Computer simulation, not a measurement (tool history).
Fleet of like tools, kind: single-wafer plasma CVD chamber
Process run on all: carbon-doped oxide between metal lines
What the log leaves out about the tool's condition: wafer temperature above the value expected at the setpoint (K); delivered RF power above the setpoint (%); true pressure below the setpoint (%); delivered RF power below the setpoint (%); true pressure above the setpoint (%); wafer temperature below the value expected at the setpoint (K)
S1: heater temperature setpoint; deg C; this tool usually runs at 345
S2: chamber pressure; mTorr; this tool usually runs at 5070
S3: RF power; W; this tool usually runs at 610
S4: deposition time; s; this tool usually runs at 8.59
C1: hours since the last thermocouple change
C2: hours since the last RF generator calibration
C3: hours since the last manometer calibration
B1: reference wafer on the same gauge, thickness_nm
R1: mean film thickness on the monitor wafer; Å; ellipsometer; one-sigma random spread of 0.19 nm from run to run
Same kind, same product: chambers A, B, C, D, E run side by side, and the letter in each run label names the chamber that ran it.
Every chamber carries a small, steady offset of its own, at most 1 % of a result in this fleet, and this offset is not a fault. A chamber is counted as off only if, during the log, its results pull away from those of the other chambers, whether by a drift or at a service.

| run | hour | S1 | S2 | S3 | S4 | C1 | C2 | C3 | B1 | R1 |
|---|---|---|---|---|---|---|---|---|---|---|
| 1C | 6.4 | 345 | 5070 | 610 | 8.59 | 1856.9 | 1399.4 | 131.6 | 58.351 | 512.61 |
| 2A | 14.7 | 345 | 5070 | 610 | 8.59 | 1889.8 | 802.4 | 169.3 | 58.337 | 510.06 |
| 3E | 20.3 | 345 | 5070 | 610 | 8.59 | 832.5 | 1068.3 | 2082.7 | 58.296 | 510.04 |
| 4B | 25.1 | 345 | 5070 | 610 | 8.59 | 1460.2 | 1262.0 | 1511.3 | 58.299 | 519.93 |
| 5D | 32.8 | 345 | 5070 | 610 | 8.59 | 1809.5 | 1298.4 | 314.7 | 58.303 | 511.57 |
| 6A | 37.5 | 339 | 5070 | 610 | 10.22 | 1912.6 | 825.2 | 192.1 | 58.285 | 611.94 |
| 7B | 43.3 | 339 | 5070 | 610 | 10.22 | 1478.4 | 1280.2 | 1529.5 | 58.276 | 625.77 |
| 8D | 51.0 | 339 | 5070 | 610 | 10.22 | 1827.7 | 1316.6 | 332.9 | 58.295 | 620.49 |
| 9C | 58.3 | 339 | 5070 | 610 | 10.22 | 1908.8 | 1451.3 | 183.5 | 58.324 | 622.29 |
| 10E | 65.8 | 339 | 5070 | 610 | 10.22 | 878.0 | 1113.8 | 2128.2 | 58.276 | 618.55 |
| 11B | 72.2 | 345 | 5070 | 610 | 8.59 | 1507.3 | 1309.1 | 1558.4 | 58.359 | 517.85 |
|  | 74.3 | chamber D: RF generator calibrated |
| 12A | 77.6 | 345 | 5070 | 610 | 8.59 | 1952.7 | 865.3 | 232.2 | 58.301 | 512.46 |
| 13C | 85.0 | 345 | 5070 | 610 | 8.59 | 1935.5 | 1478.0 | 210.2 | 58.285 | 517.82 |
| 14D | 89.6 | 345 | 5070 | 610 | 8.59 | 1866.3 | 15.3 | 371.5 | 58.263 | 515.22 |
|  | 91.8 | chamber C: RF generator calibrated |
| 15E | 98.1 | 345 | 5070 | 610 | 8.59 | 910.3 | 1146.1 | 2160.5 | 58.292 | 515.13 |
| 16C | 105.0 | 345 | 5070 | 610 | 8.59 | 1955.5 | 13.3 | 230.2 | 58.318 | 518.36 |
| 17A | 110.9 | 345 | 5070 | 610 | 8.59 | 1986.0 | 898.6 | 265.5 | 58.308 | 508.66 |
| 18D | 115.2 | 345 | 5070 | 610 | 8.59 | 1891.9 | 40.9 | 397.1 | 58.263 | 511.46 |
| 19B | 119.0 | 345 | 5070 | 610 | 8.59 | 1554.1 | 1355.9 | 1605.2 | 58.282 | 516.27 |
| 20E | 123.9 | 345 | 5070 | 610 | 8.59 | 936.1 | 1171.9 | 2186.3 | 58.388 | 511.31 |
| 21D | 131.2 | 345 | 5070 | 610 | 8.59 | 1907.9 | 56.9 | 413.1 | 58.373 | 518.72 |
| 22A | 137.4 | 345 | 5070 | 610 | 8.59 | 2012.5 | 925.1 | 292.0 | 58.360 | 509.03 |
| 23B | 144.2 | 345 | 5070 | 610 | 8.59 | 1579.3 | 1381.1 | 1630.4 | 58.261 | 515.61 |
| 24C | 148.9 | 345 | 5070 | 610 | 8.59 | 1999.4 | 57.2 | 274.1 | 58.302 | 514.72 |
| 25E | 156.5 | 345 | 5070 | 610 | 8.59 | 968.7 | 1204.5 | 2218.9 | 58.292 | 513.05 |
| 26E | 160.4 | 345 | 5070 | 610 | 8.59 | 972.6 | 1208.4 | 2222.8 | 58.284 | 509.03 |
| 27A | 166.5 | 345 | 5070 | 610 | 8.59 | 2041.6 | 954.2 | 321.1 | 58.293 | 506.17 |
| 28B | 170.3 | 345 | 5070 | 610 | 8.59 | 1605.4 | 1407.2 | 1656.5 | 58.283 | 520.16 |
|  | 172.0 | chamber E: capacitance manometer re-zeroed and calibrated |
| 29C | 175.0 | 345 | 5070 | 610 | 8.59 | 2025.5 | 83.3 | 300.2 | 58.291 | 518.67 |
| 30D | 183.2 | 345 | 5070 | 610 | 8.59 | 1959.9 | 108.9 | 465.1 | 58.309 | 510.73 |
| 31B | 191.0 | 345 | 5070 | 610 | 8.59 | 1626.1 | 1427.9 | 1677.2 | 58.251 | 519.62 |
| 32D | 196.6 | 345 | 5070 | 610 | 8.59 | 1973.3 | 122.3 | 478.5 | 58.293 | 514.15 |
| 33A | 204.4 | 345 | 5070 | 610 | 8.59 | 2079.5 | 992.1 | 359.0 | 58.343 | 510.44 |
| 34E | 209.3 | 345 | 5070 | 610 | 8.59 | 1021.5 | 1257.3 | 37.4 | 58.365 | 513.76 |
|  | 209.7 | chamber C: thermocouple changed; heater temperature recalibrated |
| 35C | 214.2 | 333 | 5070 | 610 | 8.59 | 4.6 | 122.5 | 339.4 | 58.341 | 540.59 |
| 36C | 221.6 | 333 | 5070 | 610 | 8.59 | 12.0 | 129.9 | 346.8 | 58.306 | 533.65 |

Does one chamber stand apart from the rest, does the shared gauge drift, or is all well apart from small per-chamber offsets? Give the chamber and the most likely cause, where there is one.

No chamber is off and the gauge is stable; the differences are just each chamber's small, constant offset.
